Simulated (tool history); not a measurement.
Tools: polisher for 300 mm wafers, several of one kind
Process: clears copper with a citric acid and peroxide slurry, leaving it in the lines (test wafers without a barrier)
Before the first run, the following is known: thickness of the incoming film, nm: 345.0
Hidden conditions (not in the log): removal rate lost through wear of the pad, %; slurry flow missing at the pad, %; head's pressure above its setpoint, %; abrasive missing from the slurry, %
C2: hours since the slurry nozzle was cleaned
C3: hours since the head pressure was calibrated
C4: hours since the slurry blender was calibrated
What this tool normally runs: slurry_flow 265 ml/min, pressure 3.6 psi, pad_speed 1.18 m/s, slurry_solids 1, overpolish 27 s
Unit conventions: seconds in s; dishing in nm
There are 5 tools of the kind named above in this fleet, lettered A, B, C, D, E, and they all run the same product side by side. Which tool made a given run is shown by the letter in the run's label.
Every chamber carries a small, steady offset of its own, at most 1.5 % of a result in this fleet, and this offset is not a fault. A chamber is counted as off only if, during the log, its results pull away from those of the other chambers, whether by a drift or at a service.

Run 1E, hour 4.3: usual settings; wafers polished on this pad 422; C2 123.2; C3 536.6; C4 12.2. Result: seconds 126.280 s, dishing 46.959 nm.
Run 2A, hour 7.2: usual settings; wafers polished on this pad 1272; C2 509.5; C3 794.8; C4 273.0. Result: seconds 122.500 s, dishing 45.911 nm.
Run 3B, hour 9.6: usual settings; wafers polished on this pad 924; C2 124.2; C3 638.4; C4 10.0. Result: seconds 121.540 s, dishing 45.611 nm.
At hour 11.1: chamber A: worn pad replaced by a new one.
Run 4D, hour 13.8: usual settings; wafers polished on this pad 679; C2 174.9; C3 107.1; C4 151.0. Result: seconds 123.980 s, dishing 45.322 nm.
Run 5C, hour 15.9: usual settings; wafers polished on this pad 110; C2 33.2; C3 120.9; C4 151.5. Result: seconds 125.140 s, dishing 45.710 nm.
Run 6E, hour 19.4: usual settings but pressure 4.2 psi; wafers polished on this pad 502; C2 138.3; C3 551.7; C4 27.3. Result: seconds 109.080 s, dishing 51.427 nm.
At hour 23.4: chamber B: worn pad replaced by a new one.
Run 7D, hour 23.9: usual settings but pressure 4.2 psi; wafers polished on this pad 732; C2 185.0; C3 117.2; C4 161.1. Result: seconds 108.700 s, dishing 51.402 nm.
Run 8A, hour 27.2: usual settings but pressure 4.2 psi; wafers polished on this pad 85; C2 529.5; C3 814.8; C4 293.0. Result: seconds 108.790 s, dishing 50.794 nm.
At hour 31.0: chamber D: worn pad replaced by a new one.
Run 9B, hour 31.7: usual settings but pressure 4.2 psi; wafers polished on this pad 44; C2 146.3; C3 660.5; C4 32.1. Result: seconds 107.140 s, dishing 52.098 nm.
Run 10C, hour 34.6: usual settings but pressure 4.2 psi; wafers polished on this pad 209; C2 51.9; C3 139.6; C4 170.2. Result: seconds 109.250 s, dishing 50.123 nm.
Run 11B, hour 38.7: usual settings; wafers polished on this pad 81; C2 153.3; C3 667.5; C4 39.1. Result: seconds 123.560 s, dishing 44.562 nm.
Run 12C, hour 40.6: usual settings; wafers polished on this pad 240; C2 57.9; C3 145.6; C4 176.2. Result: seconds 124.880 s, dishing 45.460 nm.
Run 13E, hour 43.8: usual settings; wafers polished on this pad 630; C2 162.7; C3 576.1; C4 51.7. Result: seconds 126.070 s, dishing 45.487 nm.
At hour 47.0: chamber A: head pressure recalibrated.
Run 14D, hour 47.2: usual settings; wafers polished on this pad 85; C2 208.3; C3 140.5; C4 184.4. Result: seconds 124.990 s, dishing 44.838 nm.
Run 15A, hour 51.5: usual settings; wafers polished on this pad 213; C2 553.8; C3 4.5; C4 317.3. Result: seconds 122.770 s, dishing 43.723 nm.
Run 16A, hour 54.8: usual settings; wafers polished on this pad 230; C2 557.1; C3 7.8; C4 320.6. Result: seconds 127.720 s, dishing 44.780 nm.
Run 17E, hour 57.0: usual settings; wafers polished on this pad 700; C2 175.9; C3 589.3; C4 64.9. Result: seconds 127.950 s, dishing 44.272 nm.
Run 18B, hour 59.3: usual settings; wafers polished on this pad 190; C2 173.9; C3 688.1; C4 59.7. Result: seconds 126.490 s, dishing 46.196 nm.
Run 19C, hour 63.0: usual settings; wafers polished on this pad 358; C2 80.3; C3 168.0; C4 198.6. Result: seconds 130.330 s, dishing 45.906 nm.
Run 20D, hour 67.0: usual settings; wafers polished on this pad 190; C2 228.1; C3 160.3; C4 204.2. Result: seconds 125.680 s, dishing 45.348 nm.
Run 21D, hour 69.5: usual settings; wafers polished on this pad 203; C2 230.6; C3 162.8; C4 206.7. Result: seconds 123.220 s, dishing 44.484 nm.
Run 22B, hour 73.1: usual settings; wafers polished on this pad 262; C2 187.7; C3 701.9; C4 73.5. Result: seconds 125.230 s, dishing 45.070 nm.
Run 23A, hour 75.4: usual settings; wafers polished on this pad 339; C2 577.7; C3 28.4; C4 341.2. Result: seconds 124.260 s, dishing 44.320 nm.
Run 24E, hour 77.6: usual settings; wafers polished on this pad 809; C2 196.5; C3 609.9; C4 85.5. Result: seconds 122.970 s, dishing 45.048 nm.
Run 25C, hour 80.7: usual settings; wafers polished on this pad 452; C2 98.0; C3 185.7; C4 216.3. Result: seconds 130.350 s, dishing 45.649 nm.
Run 26C, hour 83.8: usual settings; wafers polished on this pad 468; C2 101.1; C3 188.8; C4 219.4. Result: seconds 126.010 s, dishing 43.529 nm.
Run 27B, hour 88.2: usual settings; wafers polished on this pad 342; C2 202.8; C3 717.0; C4 88.6. Result: seconds 125.300 s, dishing 45.723 nm.
Run 28A, hour 92.7: usual settings; wafers polished on this pad 431; C2 595.0; C3 45.7; C4 358.5. Result: seconds 120.620 s, dishing 45.889 nm.
Run 29D, hour 95.0: usual settings; wafers polished on this pad 338; C2 256.1; C3 188.3; C4 232.2. Result: seconds 128.900 s, dishing 46.193 nm.
At hour 96.3: chamber E: worn pad replaced by a new one.
Run 30E, hour 97.5: usual settings; wafers polished on this pad 6; C2 216.4; C3 629.8; C4 105.4. Result: seconds 119.780 s, dishing 46.591 nm.
Run 31C, hour 99.8: usual settings but pressure 4.7 psi; wafers polished on this pad 553; C2 117.1; C3 204.8; C4 235.4. Result: seconds 101.890 s, dishing 53.204 nm.
At hour 100.2: chamber E: slurry blender recalibrated.
Run 32B, hour 103.3: usual settings but pressure 4.7 psi; wafers polished on this pad 422; C2 217.9; C3 732.1; C4 103.7. Result: seconds 96.422 s, dishing 54.781 nm.
Run 33D, hour 105.9: usual settings but pressure 4.7 psi; wafers polished on this pad 395; C2 267.0; C3 199.2; C4 243.1. Result: seconds 98.351 s, dishing 55.981 nm.
Run 34E, hour 109.4: usual settings but pressure 4.7 psi; wafers polished on this pad 69; C2 228.3; C3 641.7; C4 9.2. Result: seconds 93.903 s, dishing 57.508 nm.
Run 35A, hour 112.9: usual settings but pressure 4.7 psi; wafers polished on this pad 537; C2 615.2; C3 65.9; C4 378.7. Result: seconds 96.251 s, dishing 55.995 nm.
At hour 117.2: chamber B: slurry blender recalibrated.
Run 36E, hour 117.2: usual settings but slurry_flow 225 ml/min; wafers polished on this pad 110; C2 236.1; C3 649.5; C4 17.0. Result: seconds 129.050 s, dishing 46.053 nm.
Run 37C, hour 121.2: usual settings but slurry_flow 225 ml/min; wafers polished on this pad 666; C2 138.5; C3 226.2; C4 256.8. Result: seconds 138.870 s, dishing 43.263 nm.
Run 38A, hour 124.4: usual settings but slurry_flow 225 ml/min; wafers polished on this pad 598; C2 626.7; C3 77.4; C4 390.2. Result: seconds 128.650 s, dishing 45.439 nm.
Run 39D, hour 127.1: usual settings but slurry_flow 225 ml/min; wafers polished on this pad 507; C2 288.2; C3 220.4; C4 264.3. Result: seconds 129.010 s, dishing 45.058 nm.
Run 40B, hour 129.1: usual settings but slurry_flow 225 ml/min; wafers polished on this pad 558; C2 243.7; C3 757.9; C4 12.0. Result: seconds 129.250 s, dishing 46.600 nm.
Run 41A, hour 133.6: usual settings but slurry_flow 330 ml/min, pad_speed 0.80 m/s; wafers polished on this pad 647; C2 635.9; C3 86.6; C4 399.4. Result: seconds 177.250 s, dishing 33.958 nm.
Run 42B, hour 136.2: usual settings but slurry_flow 330 ml/min, pad_speed 0.80 m/s; wafers polished on this pad 596; C2 250.8; C3 765.0; C4 19.1. Result: seconds 181.160 s, dishing 34.151 nm.

Each of the 5 chambers runs these same settings next. Fill in every chamber's results:
Run 43A, hour 139.4: usual settings but slurry_flow 335 ml/min. Result: seconds ?, dishing ?.
Run 43B, hour 139.4: usual settings but slurry_flow 335 ml/min. Result: seconds ?, dishing ?.
Run 43C, hour 139.4: usual settings but slurry_flow 335 ml/min. Result: seconds ?, dishing ?.
Run 43D, hour 139.4: usual settings but slurry_flow 335 ml/min. Result: seconds ?, dishing ?.
Run 43E, hour 139.4: usual settings but slurry_flow 335 ml/min. Result: seconds ?, dishing ?.

run  seconds  dishing
43A  117.870   46.249
43B  123.570   46.244
43C  135.260   43.897
43D  123.260   45.759
43E  120.340   46.869
